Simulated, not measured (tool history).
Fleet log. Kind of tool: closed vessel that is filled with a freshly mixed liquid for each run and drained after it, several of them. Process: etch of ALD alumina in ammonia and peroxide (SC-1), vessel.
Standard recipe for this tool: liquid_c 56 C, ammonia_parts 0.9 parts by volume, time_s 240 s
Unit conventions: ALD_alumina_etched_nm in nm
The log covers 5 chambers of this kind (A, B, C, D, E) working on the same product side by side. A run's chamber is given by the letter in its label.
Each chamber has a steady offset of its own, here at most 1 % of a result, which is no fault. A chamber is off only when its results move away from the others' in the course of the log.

run	hour	liquid_c	ammonia_parts	time_s	hours since the thermometer was replaced	hours since the ammonia flow meter was replaced	hours since the drum of ammonia solution was connected	read-back film thickness of the ALD alumina reference wafer, read on the same gauge (nm)	ALD_alumina_etched_nm
1B	7.5	56	0.9	240	1648.9	837.6	243.5	130.01	10.199
2C	17.4	56	0.9	240	751.4	1184.3	139.4	129.97	10.183
3E	31.2	56	0.9	240	1320.2	750.6	61.1	130.02	10.241
4A	38.8	56	0.9	240	366.6	122.7	93.9	129.97	10.03
5D	52.6	56	0.9	240	931.4	209.1	384.4	130.01	10.153
6B	65.6	56	0.9	240	1707	895.7	301.6	129.97	10.145
7C	74.2	60.5	0.9	240	808.2	1241.1	196.2	130	12.806
8D	85.9	60.5	0.9	240	964.7	242.4	417.7	129.97	12.802
9E	98.6	60.5	0.9	240	1387.6	818	128.5	129.96	12.638
10A	107.3	60.5	0.9	240	435.1	191.2	162.4	130.01	12.769
11A	119.7	60.5	0.9	240	447.5	203.6	174.8	129.98	12.797
# hour 121.6: chamber B: new drum of ammonia solution connected
12E	130.9	56	0.9	240	1419.9	850.3	160.8	130.02	10.027
13B	139	56	0.9	240	1780.4	969.1	17.5	130.03	10.208
14D	150.7	56	0.9	240	1029.5	307.2	482.5	130.03	10.083
15C	161.6	56	0.9	240	895.6	1328.5	283.6	130.03	10.176
16C	167.9	56	0.9	240	901.9	1334.8	289.9	129.97	10.243
17D	175.9	56	0.9	240	1054.7	332.4	507.7	130	10.097
18B	182.1	56	0.9	240	1823.5	1012.2	60.6	130	10.219
19E	195.9	56	0.9	240	1484.9	915.3	225.8	130.04	9.9816
20A	204.3	56	0.9	240	532.1	288.2	259.4	129.94	9.9793
21C	215.1	56	0.9	240	949.1	1382	337.1	130.04	10.147
22B	221.9	56	0.9	110	1863.3	1052	100.4	129.97	4.6518
23E	232.2	56	0.9	110	1521.2	951.6	262.1	130.03	4.5573
24D	239	56	0.9	110	1117.8	395.5	570.8	130.01	4.6213
25A	249.5	56	0.9	110	577.3	333.4	304.6	129.99	4.6133
26D	261.9	56	0.9	110	1140.7	418.4	593.7	130	4.6097
27C	273.2	56	0.9	240	1007.2	1440.1	395.2	130.02	10.144
28E	284.4	56	0.9	240	1573.4	1003.8	314.3	129.99	9.871
29B	296.9	56	0.9	240	1938.3	1127	175.4	130.03	10.157
30A	309.8	56	0.9	240	637.6	393.7	364.9	130	10.088
31C	322.2	56	0.9	240	1056.2	1489.1	444.2	129.98	10.121
32A	335.9	56	0.9	240	663.7	419.8	391	130	10.004
33D	349.7	56	0.9	240	1228.5	506.2	681.5	129.99	10.117
34E	361.7	56	0.9	240	1650.7	1081.1	391.6	130.02	9.7777
35B	374	56	0.9	240	2015.4	1204.1	252.5	130	10.131
36A	381.4	56	0.9	240	709.2	465.3	436.5	129.97	10.097
37B	388.7	56	0.9	240	2030.1	1218.8	267.2	130.03	10.164
38E	398	56	0.9	240	1687	1117.4	427.9	129.99	9.6723
39C	409.5	56	0.9	240	1143.5	1576.4	531.5	130	10.16

Next, every chamber runs the same settings. What will each give?
40A	419.7	56	0.9	240					?
40B	419.7	56	0.9	240					?
40C	419.7	56	0.9	240					?
40D	419.7	56	0.9	240					?
40E	419.7	56	0.9	240					?

run	ALD_alumina_etched_nm
40A	10.075
40B	10.138
40C	10.113
40D	10.111
40E	9.6978
